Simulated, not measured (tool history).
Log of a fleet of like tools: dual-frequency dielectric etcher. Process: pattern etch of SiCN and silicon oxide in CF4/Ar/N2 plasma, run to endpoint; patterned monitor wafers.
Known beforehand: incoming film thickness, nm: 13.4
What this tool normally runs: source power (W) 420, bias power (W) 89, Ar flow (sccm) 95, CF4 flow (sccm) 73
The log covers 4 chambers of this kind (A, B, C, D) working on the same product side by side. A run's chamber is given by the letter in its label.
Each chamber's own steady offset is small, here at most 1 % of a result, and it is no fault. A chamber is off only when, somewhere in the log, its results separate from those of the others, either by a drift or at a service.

run	day	source power (W)	bias power (W)	Ar flow (sccm)	CF4 flow (sccm)	endpoint time (s)
1B	0.346	420	89	95	73	15.199
2D	0.658	420	89	95	73	15.260
3C	0.896	420	89	95	73	15.230
4A	1.129	420	89	95	73	15.493
5C	1.479	420	89	95	73	15.199
6A	1.929	420	89	95	73	15.317
7B	2.308	420	89	95	73	14.918
8D	2.704	420	89	95	73	15.379
9C	2.983	420	89	95	73	15.059
10A	3.304	420	89	95	73	15.219
11D	3.658	420	89	95	73	15.336
12B	3.900	420	89	95	73	14.959
13D	4.254	420	89	95	73	15.373
# day 4.258: chamber A: wet clean of the chamber
# day 4.321: chamber B: source power generator calibrated
14C	4.612	460	89	82	73	13.972
15B	5.096	460	89	82	73	13.618
16A	5.321	460	89	82	73	13.970
17A	5.633	460	89	82	73	13.879
18C	5.946	420	89	95	73	15.328
19D	6.254	390	89	95	73	16.317
20B	6.538	390	89	95	73	16.216
21C	7.000	390	89	95	73	16.688
22B	7.467	390	89	95	73	16.274
23A	7.733	420	89	95	73	15.272
24D	8.071	420	89	95	73	15.291
25A	8.471	420	89	95	73	15.138
26D	8.917	420	89	95	85	14.832
27C	9.304	420	89	95	85	15.456
28B	9.529	420	89	95	85	14.803
29B	10.000	420	89	95	85	14.829
30D	10.321	420	89	95	73	15.394
31A	10.792	420	89	110	73	15.529

Is one chamber out of step, is the gauge drifting, or do the chambers differ by no more than their own small offsets? For an off chamber, give its letter and the likeliest cause.

Little by little, chamber C moves away from the other chambers.
Cause: etch rate under this chamber's usual, % = 5.16.
The log may not tell that from: source power that arrives under what is set, %.

Chamber C could run next with any of the 4 candidate recipes listed below; each alters the usual settings, and their results appear as question marks. Which one brings its results back in line with what the other chambers deliver on the usual settings?
A result is in line if it is within this distance of the other chambers' mean on the usual settings: endpoint time (s) 0.380
32C-1	11.142	400	87	95	72	?
32C-2	11.142	440	91	94	74	?
32C-3	11.142	380	86	96	72	?
32C-4	11.142	460	93	95	73	?

The other chambers' mean on the usual settings: endpoint time (s) 15.256
run	endpoint time (s)
32C-1	16.835
32C-2	15.157
32C-3	17.710
32C-4	14.510
32C-2 brings the chamber back in line.
